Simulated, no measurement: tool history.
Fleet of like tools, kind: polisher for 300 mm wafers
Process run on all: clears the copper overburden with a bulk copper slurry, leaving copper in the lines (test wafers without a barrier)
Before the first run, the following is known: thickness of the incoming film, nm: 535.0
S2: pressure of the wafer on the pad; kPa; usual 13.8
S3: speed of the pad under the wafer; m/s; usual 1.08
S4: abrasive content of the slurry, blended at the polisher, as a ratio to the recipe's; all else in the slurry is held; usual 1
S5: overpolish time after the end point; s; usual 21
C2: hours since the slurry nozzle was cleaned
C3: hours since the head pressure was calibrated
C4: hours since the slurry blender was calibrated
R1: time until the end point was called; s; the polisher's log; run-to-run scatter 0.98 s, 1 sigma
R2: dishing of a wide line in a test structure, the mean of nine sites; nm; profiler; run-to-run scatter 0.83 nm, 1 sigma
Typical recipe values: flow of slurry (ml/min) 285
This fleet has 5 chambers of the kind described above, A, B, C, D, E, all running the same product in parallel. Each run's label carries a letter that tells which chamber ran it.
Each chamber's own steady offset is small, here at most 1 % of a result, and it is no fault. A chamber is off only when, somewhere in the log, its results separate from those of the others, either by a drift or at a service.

Run 1D, day 0.475: usual settings; wafers polished on this pad 755; C2 48.3; C3 98.4; C4 294. Result: R1 73.026 s, R2 80.372 nm.
Run 2E, day 0.929: usual settings; wafers polished on this pad 468; C2 330.2; C3 113.2; C4 82.3. Result: R1 72.246 s, R2 79.482 nm.
At day 1.142: chamber B: worn pad replaced by a new one.
Run 3B, day 1.162: usual settings; wafers polished on this pad 3; C2 94.7; C3 870; C4 107.9. Result: R1 71.882 s, R2 79.933 nm.
Run 4C, day 1.429: usual settings; wafers polished on this pad 396; C2 250.1; C3 55; C4 72.5. Result: R1 72.561 s, R2 80.339 nm.
Run 5A, day 1.725: usual settings; wafers polished on this pad 434; C2 256.8; C3 925.9; C4 141.3. Result: R1 74.635 s, R2 80.168 nm.
Run 6A, day 2.117: usual settings but S3 1.4 m/s, S5 33 s; wafers polished on this pad 492; C2 266.2; C3 935.3; C4 150.7. Result: R1 57.014 s, R2 111.21 nm.
Run 7C, day 2.433: usual settings but S3 1.4 m/s, S5 33 s; wafers polished on this pad 545; C2 274.2; C3 79.1; C4 96.6. Result: R1 57.455 s, R2 113.9 nm.
At day 2.804: chamber E: slurry nozzle cleaned.
Run 8B, day 2.892: usual settings but S3 1.4 m/s, S5 33 s; wafers polished on this pad 260; C2 136.2; C3 911.5; C4 149.4. Result: R1 56.762 s, R2 113.14 nm.
At day 3.188: chamber E: worn pad replaced by a new one.
Run 9E, day 3.338: usual settings but S3 1.4 m/s, S5 33 s; wafers polished on this pad 22; C2 12.9; C3 171; C4 140.1. Result: R1 57.44 s, R2 111.68 nm.
Run 10D, day 3.746: usual settings but S3 1.4 m/s, S5 33 s; wafers polished on this pad 1241; C2 126.8; C3 176.9; C4 372.5. Result: R1 56.101 s, R2 113.15 nm.
Run 11A, day 4.046: usual settings; wafers polished on this pad 779; C2 312.5; C3 981.6; C4 197. Result: R1 76.278 s, R2 79.17 nm.
Run 12E, day 4.271: usual settings but flow of slurry (ml/min) 330, S5 15 s; wafers polished on this pad 161; C2 35.3; C3 193.4; C4 162.5. Result: R1 71.347 s, R2 63.973 nm.
At day 4.554: chamber C: worn pad replaced by a new one.
Run 13C, day 4.717: usual settings but flow of slurry (ml/min) 330, S5 15 s; wafers polished on this pad 24; C2 329; C3 133.9; C4 151.4. Result: R1 74.506 s, R2 64.612 nm.
Run 14B, day 5.117: usual settings but flow of slurry (ml/min) 330, S5 15 s; wafers polished on this pad 591; C2 189.6; C3 964.9; C4 202.8. Result: R1 70.385 s, R2 65.77 nm.
Run 15D, day 5.392: usual settings but flow of slurry (ml/min) 330, S5 15 s; wafers polished on this pad 1486; C2 166.3; C3 216.4; C4 412. Result: R1 70.539 s, R2 64.388 nm.
At day 5.412: chamber B: worn pad replaced by a new one.
At day 5.604: chamber D: slurry blender recalibrated.
At day 5.708: chamber D: worn pad replaced by a new one.
Run 16E, day 5.792: usual settings but flow of slurry (ml/min) 330, S5 15 s; wafers polished on this pad 387; C2 71.8; C3 229.9; C4 199. Result: R1 72.099 s, R2 63.924 nm.
At day 5.946: chamber A: worn pad replaced by a new one.
At day 5.992: chamber B: slurry blender recalibrated.
Run 17A, day 6.117: usual settings; wafers polished on this pad 25; C2 362.2; C3 1031.3; C4 246.7. Result: R1 73.275 s, R2 81.195 nm.
Run 18C, day 6.358: usual settings; wafers polished on this pad 268; C2 368.4; C3 173.3; C4 190.8. Result: R1 74.58 s, R2 78.982 nm.
At day 6.671: chamber C: slurry blender recalibrated.
Run 19D, day 6.75: usual settings; wafers polished on this pad 155; C2 198.9; C3 249; C4 27.5. Result: R1 72.918 s, R2 80.351 nm.
Run 20B, day 7.171: usual settings; wafers polished on this pad 261; C2 238.9; C3 1014.2; C4 28.3. Result: R1 73.145 s, R2 79.198 nm.
Run 21B, day 7.508: usual settings; wafers polished on this pad 311; C2 247; C3 1022.3; C4 36.4. Result: R1 74.907 s, R2 81.298 nm.
At day 7.692: chamber E: worn pad replaced by a new one.
Run 22A, day 7.962: usual settings; wafers polished on this pad 299; C2 406.5; C3 1075.6; C4 291. Result: R1 73.048 s, R2 80.074 nm.
Run 23E, day 8.333: usual settings; wafers polished on this pad 95; C2 132.8; C3 290.9; C4 260. Result: R1 73.951 s, R2 79.181 nm.
Run 24C, day 8.575: usual settings but flow of slurry (ml/min) 350, S2 9.7 kPa; wafers polished on this pad 598; C2 421.6; C3 226.5; C4 45.7. Result: R1 105.1 s, R2 60.321 nm.
Run 25D, day 8.912: usual settings but flow of slurry (ml/min) 350, S2 9.7 kPa; wafers polished on this pad 476; C2 250.8; C3 300.9; C4 79.4. Result: R1 100.96 s, R2 59.707 nm.
Run 26B, day 9.296: usual settings but flow of slurry (ml/min) 350, S2 9.7 kPa; wafers polished on this pad 577; C2 289.9; C3 1065.2; C4 79.3. Result: R1 102.36 s, R2 60.584 nm.
Run 27D, day 9.721: usual settings but flow of slurry (ml/min) 350, S2 9.7 kPa; wafers polished on this pad 596; C2 270.2; C3 320.3; C4 98.8. Result: R1 103.78 s, R2 59.572 nm.
At day 9.938: chamber E: head pressure recalibrated.
At day 10.088: chamber C: worn pad replaced by a new one.
Run 28C, day 10.171: usual settings but flow of slurry (ml/min) 350, S2 9.7 kPa; wafers polished on this pad 12; C2 459.9; C3 264.8; C4 84. Result: R1 105.4 s, R2 59.51 nm.
Run 29A, day 10.492: usual settings; wafers polished on this pad 675; C2 467.2; C3 1136.3; C4 351.7. Result: R1 73.386 s, R2 79.552 nm.
Run 30E, day 10.967: usual settings; wafers polished on this pad 487; C2 196; C3 24.8; C4 323.2. Result: R1 73.596 s, R2 80.246 nm.
Run 31D, day 11.383: usual settings; wafers polished on this pad 843; C2 310.1; C3 360.2; C4 138.7. Result: R1 69.681 s, R2 79.536 nm.

The same settings go to every chamber for the next run, one line per chamber below. Forecast the results for each:
Run 32A, day 11.733: usual settings. Result: R1 ?, R2 ?.
Run 32B, day 11.733: usual settings. Result: R1 ?, R2 ?.
Run 32C, day 11.733: usual settings. Result: R1 ?, R2 ?.
Run 32D, day 11.733: usual settings. Result: R1 ?, R2 ?.
Run 32E, day 11.733: usual settings. Result: R1 ?, R2 ?.

run      R1      R2
32A  71.782  80.313
32B  72.303  81.003
32C  73.936  78.903
32D  72.843  79.845
32E   73.61  81.471

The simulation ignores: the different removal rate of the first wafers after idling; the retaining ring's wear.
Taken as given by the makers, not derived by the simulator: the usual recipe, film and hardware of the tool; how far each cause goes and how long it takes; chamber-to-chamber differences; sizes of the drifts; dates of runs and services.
